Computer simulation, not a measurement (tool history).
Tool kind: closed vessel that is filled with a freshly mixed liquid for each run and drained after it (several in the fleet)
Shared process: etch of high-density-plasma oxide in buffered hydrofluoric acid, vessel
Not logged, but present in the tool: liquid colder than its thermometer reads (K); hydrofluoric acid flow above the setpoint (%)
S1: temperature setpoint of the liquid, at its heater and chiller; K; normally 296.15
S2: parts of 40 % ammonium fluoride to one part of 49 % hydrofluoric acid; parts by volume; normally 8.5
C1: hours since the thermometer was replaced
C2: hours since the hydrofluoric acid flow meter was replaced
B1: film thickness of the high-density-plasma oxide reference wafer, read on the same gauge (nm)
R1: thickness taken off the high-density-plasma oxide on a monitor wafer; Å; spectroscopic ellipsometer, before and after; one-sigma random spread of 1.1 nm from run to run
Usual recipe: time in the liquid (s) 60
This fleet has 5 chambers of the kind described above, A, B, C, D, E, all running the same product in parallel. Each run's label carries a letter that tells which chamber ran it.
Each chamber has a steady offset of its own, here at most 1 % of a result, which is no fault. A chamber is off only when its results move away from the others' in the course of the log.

run 1B day=0.212 | S1=296.15 S2=8.5 time_in_the_liquid_(s)=60 | C1=2180.6 C2=345.4 | B1=89.993 | R1=1213.00
run 2E day=0.421 | S1=296.15 S2=8.5 time_in_the_liquid_(s)=60 | C1=654.7 C2=42.4 | B1=89.993 | R1=1222.10
run 3C day=0.612 | S1=296.15 S2=8.5 time_in_the_liquid_(s)=60 | C1=1109.1 C2=1537.3 | B1=89.971 | R1=1219.60
run 4D day=0.862 | S1=296.15 S2=8.5 time_in_the_liquid_(s)=60 | C1=1383.3 C2=1281.9 | B1=90.023 | R1=1219.20
run 5A day=1.125 | S1=296.15 S2=10.0 time_in_the_liquid_(s)=60 | C1=426.0 C2=39.1 | B1=90.037 | R1=1081.60
run 6D day=1.362 | S1=296.15 S2=10.0 time_in_the_liquid_(s)=60 | C1=1395.3 C2=1293.9 | B1=89.976 | R1=1092.00
run 7C day=1.608 | S1=296.15 S2=10.0 time_in_the_liquid_(s)=60 | C1=1133.0 C2=1561.2 | B1=89.993 | R1=1069.10
run 8E day=1.908 | S1=296.15 S2=10.0 time_in_the_liquid_(s)=60 | C1=690.4 C2=78.1 | B1=90.011 | R1=1064.80
run 9A day=2.125 | S1=296.15 S2=10.0 time_in_the_liquid_(s)=60 | C1=450.0 C2=63.1 | B1=89.999 | R1=1050.10
run 10B day=2.383 | S1=296.15 S2=8.5 time_in_the_liquid_(s)=60 | C1=2232.7 C2=397.5 | B1=89.990 | R1=1238.40
run 11A day=2.638 | S1=296.15 S2=8.5 time_in_the_liquid_(s)=60 | C1=462.3 C2=75.4 | B1=90.011 | R1=1214.00
run 12D day=2.908 | S1=296.15 S2=8.5 time_in_the_liquid_(s)=60 | C1=1432.4 C2=1331.0 | B1=90.025 | R1=1229.80
run 13B day=3.062 | S1=296.15 S2=8.5 time_in_the_liquid_(s)=60 | C1=2249.0 C2=413.8 | B1=90.000 | R1=1197.40
run 14C day=3.262 | S1=296.15 S2=8.5 time_in_the_liquid_(s)=60 | C1=1172.7 C2=1600.9 | B1=89.973 | R1=1231.00
run 15E day=3.496 | S1=296.15 S2=8.5 time_in_the_liquid_(s)=75 | C1=728.5 C2=116.2 | B1=89.974 | R1=1528.10
run 16A day=3.658 | S1=296.15 S2=8.5 time_in_the_liquid_(s)=75 | C1=486.8 C2=99.9 | B1=90.006 | R1=1518.30
run 17D day=3.850 | S1=296.15 S2=8.5 time_in_the_liquid_(s)=75 | C1=1455.0 C2=1353.6 | B1=90.008 | R1=1526.60
run 18C day=4.154 | S1=296.15 S2=8.5 time_in_the_liquid_(s)=75 | C1=1194.1 C2=1622.3 | B1=90.015 | R1=1532.40
run 19E day=4.408 | S1=296.15 S2=8.5 time_in_the_liquid_(s)=75 | C1=750.4 C2=138.1 | B1=90.032 | R1=1501.30
run 20B day=4.646 | S1=296.15 S2=10.5 time_in_the_liquid_(s)=30 | C1=2287.0 C2=451.8 | B1=90.009 | R1=516.35
run 21B day=4.962 | S1=296.15 S2=10.5 time_in_the_liquid_(s)=30 | C1=2294.6 C2=459.4 | B1=90.010 | R1=509.09
run 22D day=5.258 | S1=296.15 S2=10.5 time_in_the_liquid_(s)=30 | C1=1488.8 C2=1387.4 | B1=89.969 | R1=517.15
run 23E day=5.567 | S1=296.15 S2=10.5 time_in_the_liquid_(s)=30 | C1=778.2 C2=165.9 | B1=90.013 | R1=506.06
-- day=5.762 chamber B: hydrofluoric acid flow meter replaced
run 24A day=5.792 | S1=296.15 S2=10.5 time_in_the_liquid_(s)=30 | C1=538.0 C2=151.1 | B1=90.008 | R1=516.38
run 25C day=6.129 | S1=296.15 S2=8.5 time_in_the_liquid_(s)=60 | C1=1241.5 C2=1669.7 | B1=89.962 | R1=1216.20
run 26A day=6.358 | S1=296.15 S2=8.5 time_in_the_liquid_(s)=60 | C1=551.6 C2=164.7 | B1=90.033 | R1=1238.00
run 27B day=6.583 | S1=296.15 S2=8.5 time_in_the_liquid_(s)=60 | C1=2333.5 C2=19.7 | B1=89.984 | R1=1237.60
run 28D day=6.738 | S1=296.15 S2=8.5 time_in_the_liquid_(s)=60 | C1=1524.3 C2=1422.9 | B1=90.037 | R1=1236.10
run 29E day=6.900 | S1=296.15 S2=8.5 time_in_the_liquid_(s)=60 | C1=810.2 C2=197.9 | B1=89.982 | R1=1208.50
-- day=7.017 chamber A: thermometer replaced
-- day=7.208 chamber B: thermometer replaced
run 30C day=7.229 | S1=296.15 S2=8.5 time_in_the_liquid_(s)=60 | C1=1267.9 C2=1696.1 | B1=90.020 | R1=1239.10
run 31B day=7.500 | S1=296.15 S2=8.5 time_in_the_liquid_(s)=60 | C1=7.1 C2=41.7 | B1=90.000 | R1=1237.30
run 32C day=7.700 | S1=296.15 S2=8.5 time_in_the_liquid_(s)=60 | C1=1279.2 C2=1707.4 | B1=89.993 | R1=1222.30
run 33D day=7.912 | S1=296.15 S2=8.5 time_in_the_liquid_(s)=60 | C1=1552.5 C2=1451.1 | B1=89.994 | R1=1222.20
run 34A day=8.200 | S1=296.15 S2=8.5 time_in_the_liquid_(s)=60 | C1=28.4 C2=208.9 | B1=90.025 | R1=1230.40
run 35E day=8.479 | S1=296.15 S2=8.5 time_in_the_liquid_(s)=60 | C1=848.1 C2=235.8 | B1=89.986 | R1=1228.30
run 36B day=8.679 | S1=296.15 S2=8.5 time_in_the_liquid_(s)=60 | C1=35.4 C2=70.0 | B1=90.010 | R1=1239.00

Has any chamber moved away from the others, gradually or after a service, or does the common gauge drift, or do the chambers differ only by their own small steady offsets? State the chamber and the most likely cause if one applies.

The fleet is healthy, with each chamber sitting at its usual small offset and no drift in the gauge.

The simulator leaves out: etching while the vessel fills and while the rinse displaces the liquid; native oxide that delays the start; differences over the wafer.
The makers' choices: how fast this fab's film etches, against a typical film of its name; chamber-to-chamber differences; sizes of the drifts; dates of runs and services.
